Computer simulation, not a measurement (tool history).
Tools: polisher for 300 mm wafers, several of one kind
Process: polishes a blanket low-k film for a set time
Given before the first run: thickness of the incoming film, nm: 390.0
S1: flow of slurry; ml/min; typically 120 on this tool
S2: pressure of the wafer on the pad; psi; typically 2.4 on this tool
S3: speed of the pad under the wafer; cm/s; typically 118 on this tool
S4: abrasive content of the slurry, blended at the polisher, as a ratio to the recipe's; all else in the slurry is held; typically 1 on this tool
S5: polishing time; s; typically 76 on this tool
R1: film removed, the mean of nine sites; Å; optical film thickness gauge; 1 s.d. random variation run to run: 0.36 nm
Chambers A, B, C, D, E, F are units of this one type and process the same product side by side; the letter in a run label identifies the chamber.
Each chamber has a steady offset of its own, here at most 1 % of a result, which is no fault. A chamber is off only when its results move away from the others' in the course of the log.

At hour 2.1: chamber C: slurry nozzle cleaned.
At hour 6.9: chamber F: conditioning disc replaced and pad reconditioned.
Run 1C, hour 9.2: usual settings. Result: R1 360.71 Å.
At hour 12.2: chamber B: worn pad replaced by a new one.
Run 2E, hour 16: usual settings. Result: R1 365.62 Å.
Run 3B, hour 22.9: usual settings. Result: R1 356.15 Å.
At hour 27.2: chamber A: worn pad replaced by a new one.
Run 4D, hour 30.4: usual settings. Result: R1 360.41 Å.
Run 5F, hour 34.9: usual settings. Result: R1 370.68 Å.
Run 6A, hour 43.9: usual settings. Result: R1 356.15 Å.
At hour 45.6: chamber D: worn pad replaced by a new one.
Run 7B, hour 51.1: usual settings. Result: R1 364.23 Å.
Run 8D, hour 57.1: usual settings. Result: R1 359.18 Å.
At hour 58.2: chamber D: slurry blender recalibrated.
Run 9A, hour 64.9: usual settings. Result: R1 358.67 Å.
Run 10E, hour 70.7: usual settings. Result: R1 368.83 Å.
At hour 72: chamber F: worn pad replaced by a new one.
At hour 74.1: chamber C: worn pad replaced by a new one.
Run 11F, hour 75.1: usual settings. Result: R1 365.89 Å.
Run 12C, hour 80.2: usual settings. Result: R1 366.24 Å.
At hour 81.3: chamber A: slurry blender recalibrated.
At hour 81.6: chamber B: worn pad replaced by a new one.
At hour 82.5: chamber D: conditioning disc replaced and pad reconditioned.
Run 13D, hour 85.8: usual settings. Result: R1 360.61 Å.
Run 14A, hour 91.1: usual settings. Result: R1 365 Å.
At hour 92.3: chamber E: worn pad replaced by a new one.
At hour 97.6: chamber A: head pressure recalibrated.
Run 15C, hour 98: usual settings. Result: R1 362.1 Å.
Run 16F, hour 103: usual settings. Result: R1 371.96 Å.
Run 17E, hour 111.6: usual settings. Result: R1 356.98 Å.
Run 18B, hour 118.3: usual settings. Result: R1 358.99 Å.
Run 19A, hour 124.4: usual settings. Result: R1 392.41 Å.
Run 20E, hour 132.3: usual settings. Result: R1 360.98 Å.
At hour 133.5: chamber B: conditioning disc replaced and pad reconditioned.
Run 21C, hour 140.4: usual settings. Result: R1 365.26 Å.
Run 22B, hour 149.1: usual settings. Result: R1 362.69 Å.
Run 23D, hour 156.9: usual settings. Result: R1 359.36 Å.
At hour 157.9: chamber B: worn pad replaced by a new one.
Run 24F, hour 163.2: usual settings. Result: R1 360.09 Å.
At hour 165.4: chamber F: worn pad replaced by a new one.
At hour 165.5: chamber C: worn pad replaced by a new one.
At hour 169.4: chamber E: slurry blender recalibrated.
At hour 170.4: chamber D: worn pad replaced by a new one.
Run 25D, hour 170.6: usual settings. Result: R1 361.93 Å.
At hour 176.1: chamber F: slurry nozzle cleaned.
Run 26E, hour 177.4: usual settings. Result: R1 363.37 Å.
Run 27F, hour 182.4: usual settings. Result: R1 365.47 Å.
Run 28C, hour 188.9: usual settings. Result: R1 371.24 Å.
At hour 190.7: chamber A: worn pad replaced by a new one.
At hour 193.2: chamber C: conditioning disc replaced and pad reconditioned.
Run 29A, hour 195.4: usual settings. Result: R1 394.59 Å.
At hour 199.7: chamber C: slurry blender recalibrated.
Run 30B, hour 200.6: usual settings. Result: R1 360.48 Å.
At hour 201.8: chamber E: worn pad replaced by a new one.
Run 31E, hour 207.1: usual settings. Result: R1 353.91 Å.
At hour 214.7: chamber D: slurry blender recalibrated.
Run 32B, hour 216: usual settings. Result: R1 365.02 Å.
At hour 218.8: chamber F: head pressure recalibrated.
Run 33F, hour 221.3: usual settings. Result: R1 364.81 Å.
At hour 223.1: chamber B: worn pad replaced by a new one.
Run 34D, hour 230.6: usual settings. Result: R1 359.12 Å.
Run 35A, hour 240.1: usual settings but S5 97 s. Result: R1 509.76 Å.
At hour 241.1: chamber D: conditioning disc replaced and pad reconditioned.
Run 36C, hour 248.9: usual settings but S5 97 s. Result: R1 461.9 Å.
At hour 252: chamber C: worn pad replaced by a new one.
Run 37C, hour 257.2: usual settings but S5 97 s. Result: R1 469.91 Å.
At hour 262.3: chamber E: conditioning disc replaced and pad reconditioned.
Run 38A, hour 265.7: usual settings but S5 97 s. Result: R1 496.24 Å.
At hour 266.6: chamber F: slurry blender recalibrated.
At hour 270: chamber F: worn pad replaced by a new one.
Run 39D, hour 271.6: usual settings but S5 97 s. Result: R1 464.38 Å.
At hour 277.3: chamber B: conditioning disc replaced and pad reconditioned.
Run 40B, hour 278.7: usual settings but S5 97 s. Result: R1 459.94 Å.
Run 41E, hour 282.7: usual settings but S3 150 cm/s, S5 65 s. Result: R1 372.74 Å.
Run 42F, hour 287.7: usual settings but S3 150 cm/s, S5 65 s. Result: R1 383.33 Å.

All chambers now run identical settings, listed one chamber a line with results as question marks. What results will each chamber show?
Run 43A, hour 294.5: usual settings but S2 3.2 psi. Result: R1 ?.
Run 43B, hour 294.5: usual settings but S2 3.2 psi. Result: R1 ?.
Run 43C, hour 294.5: usual settings but S2 3.2 psi. Result: R1 ?.
Run 43D, hour 294.5: usual settings but S2 3.2 psi. Result: R1 ?.
Run 43E, hour 294.5: usual settings but S2 3.2 psi. Result: R1 ?.
Run 43F, hour 294.5: usual settings but S2 3.2 psi. Result: R1 ?.

run      R1
43A  520.16
43B  481.88
43C  494.61
43D  471.49
43E  479.83
43F  482.38
